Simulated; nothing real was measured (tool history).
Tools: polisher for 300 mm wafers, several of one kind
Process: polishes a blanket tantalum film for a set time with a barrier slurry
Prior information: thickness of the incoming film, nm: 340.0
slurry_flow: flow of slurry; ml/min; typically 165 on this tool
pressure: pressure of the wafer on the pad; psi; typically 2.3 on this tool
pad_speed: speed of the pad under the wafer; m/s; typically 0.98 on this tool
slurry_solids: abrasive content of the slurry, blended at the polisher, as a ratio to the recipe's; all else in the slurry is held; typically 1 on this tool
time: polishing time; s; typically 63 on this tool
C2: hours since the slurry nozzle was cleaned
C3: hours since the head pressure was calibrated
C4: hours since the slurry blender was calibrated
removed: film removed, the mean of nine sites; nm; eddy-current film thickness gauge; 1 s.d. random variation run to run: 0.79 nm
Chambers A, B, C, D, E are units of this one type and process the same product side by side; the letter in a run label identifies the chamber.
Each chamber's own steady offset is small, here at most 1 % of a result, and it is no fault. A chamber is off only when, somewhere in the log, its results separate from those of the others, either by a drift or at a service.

run 1B hour=3.4 | slurry_flow=165 pressure=2.3 pad_speed=0.98 slurry_solids=1 time=63 | wafers_polished_on_this_pad=1072 C2=236.9 C3=500 C4=140.9 | removed=97.974
run 2D hour=8.1 | slurry_flow=165 pressure=2.3 pad_speed=0.98 slurry_solids=1 time=63 | wafers_polished_on_this_pad=328 C2=286.7 C3=147.5 C4=147.1 | removed=98.65
-- hour=11.4 chamber E: worn pad replaced by a new one
run 3C hour=12.6 | slurry_flow=165 pressure=2.3 pad_speed=0.98 slurry_solids=1 time=63 | wafers_polished_on_this_pad=462 C2=25 C3=935.8 C4=67.6 | removed=99.207
-- hour=15.1 chamber B: worn pad replaced by a new one
run 4A hour=16 | slurry_flow=165 pressure=2.3 pad_speed=0.98 slurry_solids=1 time=63 | wafers_polished_on_this_pad=429 C2=279.1 C3=34.8 C4=146.1 | removed=97.762
run 5E hour=18.8 | slurry_flow=165 pressure=2.3 pad_speed=0.98 slurry_solids=1 time=63 | wafers_polished_on_this_pad=59 C2=28 C3=103.2 C4=196 | removed=97.868
run 6B hour=21.7 | slurry_flow=165 pressure=2.3 pad_speed=0.98 slurry_solids=1 time=63 | wafers_polished_on_this_pad=52 C2=255.2 C3=518.3 C4=159.2 | removed=97.779
run 7A hour=25.5 | slurry_flow=165 pressure=2.3 pad_speed=0.98 slurry_solids=1 time=63 | wafers_polished_on_this_pad=505 C2=288.6 C3=44.3 C4=155.6 | removed=96.643
run 8C hour=30.2 | slurry_flow=165 pressure=2.3 pad_speed=0.98 slurry_solids=1 time=63 | wafers_polished_on_this_pad=603 C2=42.6 C3=953.4 C4=85.2 | removed=98.179
run 9E hour=34.3 | slurry_flow=165 pressure=2.3 pad_speed=0.98 slurry_solids=1 time=63 | wafers_polished_on_this_pad=183 C2=43.5 C3=118.7 C4=211.5 | removed=99.608
run 10D hour=38 | slurry_flow=125 pressure=2.3 pad_speed=0.98 slurry_solids=1 time=84 | wafers_polished_on_this_pad=567 C2=316.6 C3=177.4 C4=177 | removed=124.97
run 11E hour=41 | slurry_flow=125 pressure=2.3 pad_speed=0.98 slurry_solids=1 time=84 | wafers_polished_on_this_pad=237 C2=50.2 C3=125.4 C4=218.2 | removed=123.55
-- hour=44.9 chamber D: worn pad replaced by a new one
run 12B hour=44.9 | slurry_flow=125 pressure=2.3 pad_speed=0.98 slurry_solids=1 time=84 | wafers_polished_on_this_pad=238 C2=278.4 C3=541.5 C4=182.4 | removed=123.7
run 13D hour=49.1 | slurry_flow=125 pressure=2.3 pad_speed=0.98 slurry_solids=1 time=84 | wafers_polished_on_this_pad=33 C2=327.7 C3=188.5 C4=188.1 | removed=122.68
-- hour=52.7 chamber A: worn pad replaced by a new one
run 14A hour=52.8 | slurry_flow=125 pressure=2.3 pad_speed=0.98 slurry_solids=1 time=84 | wafers_polished_on_this_pad=0 C2=315.9 C3=71.6 C4=182.9 | removed=122.71
run 15C hour=55.7 | slurry_flow=165 pressure=2.3 pad_speed=0.98 slurry_solids=1 time=63 | wafers_polished_on_this_pad=807 C2=68.1 C3=978.9 C4=110.7 | removed=98.404
-- hour=56.7 chamber C: worn pad replaced by a new one
run 16E hour=59.7 | slurry_flow=165 pressure=2.3 pad_speed=0.98 slurry_solids=1 time=63 | wafers_polished_on_this_pad=386 C2=68.9 C3=144.1 C4=236.9 | removed=97.919
run 17D hour=63.8 | slurry_flow=115 pressure=2.3 pad_speed=0.98 slurry_solids=1 time=63 | wafers_polished_on_this_pad=151 C2=342.4 C3=203.2 C4=202.8 | removed=91.003
run 18C hour=68.3 | slurry_flow=115 pressure=2.3 pad_speed=0.98 slurry_solids=1 time=63 | wafers_polished_on_this_pad=93 C2=80.7 C3=991.5 C4=123.3 | removed=91.469
run 19A hour=72.5 | slurry_flow=115 pressure=2.3 pad_speed=0.98 slurry_solids=1 time=63 | wafers_polished_on_this_pad=158 C2=335.6 C3=91.3 C4=202.6 | removed=86.31
run 20B hour=77.4 | slurry_flow=115 pressure=2.3 pad_speed=0.98 slurry_solids=1 time=63 | wafers_polished_on_this_pad=498 C2=310.9 C3=574 C4=214.9 | removed=91.153
run 21A hour=80.3 | slurry_flow=115 pressure=2.3 pad_speed=0.98 slurry_solids=1 time=63 | wafers_polished_on_this_pad=220 C2=343.4 C3=99.1 C4=210.4 | removed=85.646
run 22C hour=84.8 | slurry_flow=165 pressure=2.3 pad_speed=0.98 slurry_solids=1 time=63 | wafers_polished_on_this_pad=225 C2=97.2 C3=1008 C4=139.8 | removed=97.901
-- hour=84.9 chamber E: worn pad replaced by a new one
run 23D hour=87.3 | slurry_flow=165 pressure=2.3 pad_speed=0.98 slurry_solids=1 time=63 | wafers_polished_on_this_pad=339 C2=365.9 C3=226.7 C4=226.3 | removed=97.786
run 24E hour=89.4 | slurry_flow=165 pressure=2.3 pad_speed=0.98 slurry_solids=1 time=63 | wafers_polished_on_this_pad=36 C2=98.6 C3=173.8 C4=266.6 | removed=97.696
run 25B hour=93.5 | slurry_flow=165 pressure=2.3 pad_speed=0.98 slurry_solids=1 time=63 | wafers_polished_on_this_pad=627 C2=327 C3=590.1 C4=231 | removed=98.368
run 26A hour=97 | slurry_flow=165 pressure=2.3 pad_speed=0.98 slurry_solids=1 time=63 | wafers_polished_on_this_pad=354 C2=360.1 C3=115.8 C4=227.1 | removed=89.535
run 27E hour=101.3 | slurry_flow=165 pressure=2.3 pad_speed=0.98 slurry_solids=1 time=63 | wafers_polished_on_this_pad=131 C2=110.5 C3=185.7 C4=278.5 | removed=97.307
run 28D hour=105.5 | slurry_flow=165 pressure=2.3 pad_speed=0.98 slurry_solids=1 time=63 | wafers_polished_on_this_pad=484 C2=384.1 C3=244.9 C4=244.5 | removed=96.854
run 29B hour=107.9 | slurry_flow=165 pressure=2.3 pad_speed=0.98 slurry_solids=1 time=63 | wafers_polished_on_this_pad=742 C2=341.4 C3=604.5 C4=245.4 | removed=96.647
run 30C hour=112.2 | slurry_flow=165 pressure=2.3 pad_speed=0.98 slurry_solids=1 time=63 | wafers_polished_on_this_pad=444 C2=124.6 C3=1035.4 C4=167.2 | removed=99.078
run 31D hour=115.5 | slurry_flow=165 pressure=2.3 pad_speed=0.98 slurry_solids=1 time=63 | wafers_polished_on_this_pad=564 C2=394.1 C3=254.9 C4=254.5 | removed=98.522

Read the log: is a single chamber off, either drifting away or since a service, is the gauge that measures every chamber drifting, or is nothing wrong beyond small per-chamber offsets? Name any odd chamber and what most likely caused it.

Little by little, chamber A moves away from the other chambers.
Likeliest cause: abrasive missing from the slurry, % = 29.1.
The log may not tell that from: slurry flow missing at the pad, %; head's pressure below its setpoint, %.

Here are 4 candidates for chamber A's next run, each the usual settings with a change, their results left as question marks. Which one brings its results back in line with what the others give on the usual settings?
In line here means within this much of the mean the other chambers give on the usual settings: removed 2.7 nm
run 32A-1 hour=119.1 | slurry_flow=165 pressure=2.4 pad_speed=0.98 slurry_solids=1 time=63 | removed=?
run 32A-2 hour=119.1 | slurry_flow=165 pressure=2.3 pad_speed=0.96 slurry_solids=1 time=62 | removed=?
run 32A-3 hour=119.1 | slurry_flow=165 pressure=2.4 pad_speed=1.02 slurry_solids=1 time=65 | removed=?
run 32A-4 hour=119.1 | slurry_flow=165 pressure=2.3 pad_speed=0.92 slurry_solids=1 time=59 | removed=?

Usual-settings mean across the other chambers: removed 97.737 nm
run=32A-1 removed=90.736
run=32A-2 removed=83.868
run=32A-3 removed=97.466
run=32A-4 removed=76.459
With 32A-3, the chamber falls back in line with the rest.

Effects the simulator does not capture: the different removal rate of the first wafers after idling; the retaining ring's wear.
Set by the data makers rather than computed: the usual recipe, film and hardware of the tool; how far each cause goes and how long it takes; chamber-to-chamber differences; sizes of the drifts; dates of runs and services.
